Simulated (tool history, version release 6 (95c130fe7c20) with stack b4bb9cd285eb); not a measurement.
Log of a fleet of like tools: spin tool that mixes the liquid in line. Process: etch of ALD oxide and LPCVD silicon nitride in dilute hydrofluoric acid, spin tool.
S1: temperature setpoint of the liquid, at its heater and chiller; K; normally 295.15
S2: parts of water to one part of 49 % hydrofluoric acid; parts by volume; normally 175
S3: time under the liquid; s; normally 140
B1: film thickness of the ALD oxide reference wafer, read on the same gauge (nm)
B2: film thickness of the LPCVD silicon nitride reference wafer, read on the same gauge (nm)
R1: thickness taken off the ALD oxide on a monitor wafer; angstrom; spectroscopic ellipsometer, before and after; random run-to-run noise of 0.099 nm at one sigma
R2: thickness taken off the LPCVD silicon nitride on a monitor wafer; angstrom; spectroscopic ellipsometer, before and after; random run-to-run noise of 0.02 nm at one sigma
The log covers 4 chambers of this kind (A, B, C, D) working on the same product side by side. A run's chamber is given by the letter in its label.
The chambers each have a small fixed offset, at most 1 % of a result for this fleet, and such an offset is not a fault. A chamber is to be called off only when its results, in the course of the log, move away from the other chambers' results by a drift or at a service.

run	hour	S1	S2	S3	B1	B2	R1	R2
1B	3.2	295.15	175	140	99.987	129.98	104.300	3.7201
2A	8.8	295.15	175	140	100.010	130.03	105.920	4.0174
3C	12.6	295.15	175	140	100.010	129.98	103.530	3.8577
4D	17.3	295.15	175	140	99.964	130.00	103.730	3.3888
5C	20.2	295.15	175	75	99.976	129.97	55.935	2.0272
6D	24.7	295.15	175	75	99.990	130.02	54.279	1.9482
7B	28.0	295.15	175	75	100.010	129.99	54.675	1.9376
8A	32.1	295.15	175	75	99.990	129.95	54.648	1.9956
9C	37.9	295.15	175	140	99.983	130.02	102.870	3.7456
10A	42.5	295.15	175	65	99.980	130.03	47.038	1.8937
11D	45.1	295.15	175	65	100.000	129.97	47.335	1.7263
12B	48.7	295.15	175	65	99.973	130.00	48.253	1.8163
13D	53.2	295.15	175	65	100.040	130.02	48.278	1.7727
14A	56.5	295.15	175	140	100.030	129.97	105.690	3.7005
15B	62.4	295.15	175	140	100.010	130.02	102.640	3.5992
16C	66.1	295.15	175	140	100.000	129.98	103.300	3.6501
17C	70.6	295.15	175	140	100.020	129.97	103.740	3.3804
18D	76.3	295.15	175	140	100.030	130.04	106.390	3.6530
19B	79.5	295.15	175	140	100.020	130.06	105.440	3.8675
20A	82.3	295.15	175	140	100.030	130.01	104.750	3.5578
21D	85.8	293.15	175	110	99.992	130.05	78.299	2.8310
22C	91.3	293.15	175	110	99.987	130.05	74.684	2.6234
23A	94.0	293.15	175	110	99.997	129.98	75.565	2.6514
24B	98.5	293.15	175	110	100.020	130.00	74.536	2.6732
25B	103.5	295.15	175	140	100.020	129.97	105.170	3.4214
26D	109.4	295.15	175	140	99.995	130.03	113.360	3.9268
27C	113.2	295.15	175	140	99.972	130.00	105.760	3.7786
28A	118.4	295.15	145	140	100.040	129.95	129.240	4.5109
29A	123.9	295.15	145	140	100.020	129.99	128.960	4.8181
30D	127.0	295.15	145	140	100.010	130.02	140.620	5.0834
31C	130.2	295.15	145	140	100.000	130.00	128.860	4.1422
32B	133.2	295.15	175	140	99.968	130.03	101.730	3.8602
33D	138.5	295.15	250	140	99.989	130.00	75.657	2.8626
34C	142.4	295.15	250	140	100.030	130.03	69.494	2.4637
35B	146.6	295.15	250	140	99.982	130.00	66.200	2.5281
36A	150.8	295.15	250	140	99.993	129.99	67.941	2.6327
37B	156.5	295.15	175	140	100.010	129.95	103.740	3.8508

All chambers now run identical settings, listed one chamber a line with results as question marks. What results will each chamber show?
38A	160.8	295.15	175	140			?	?
38B	160.8	295.15	175	140			?	?
38C	160.8	295.15	175	140			?	?
38D	160.8	295.15	175	140			?	?

run	R1	R2
38A	103.770	4.0251
38B	103.540	3.7240
38C	103.960	3.5415
38D	119.780	4.1945

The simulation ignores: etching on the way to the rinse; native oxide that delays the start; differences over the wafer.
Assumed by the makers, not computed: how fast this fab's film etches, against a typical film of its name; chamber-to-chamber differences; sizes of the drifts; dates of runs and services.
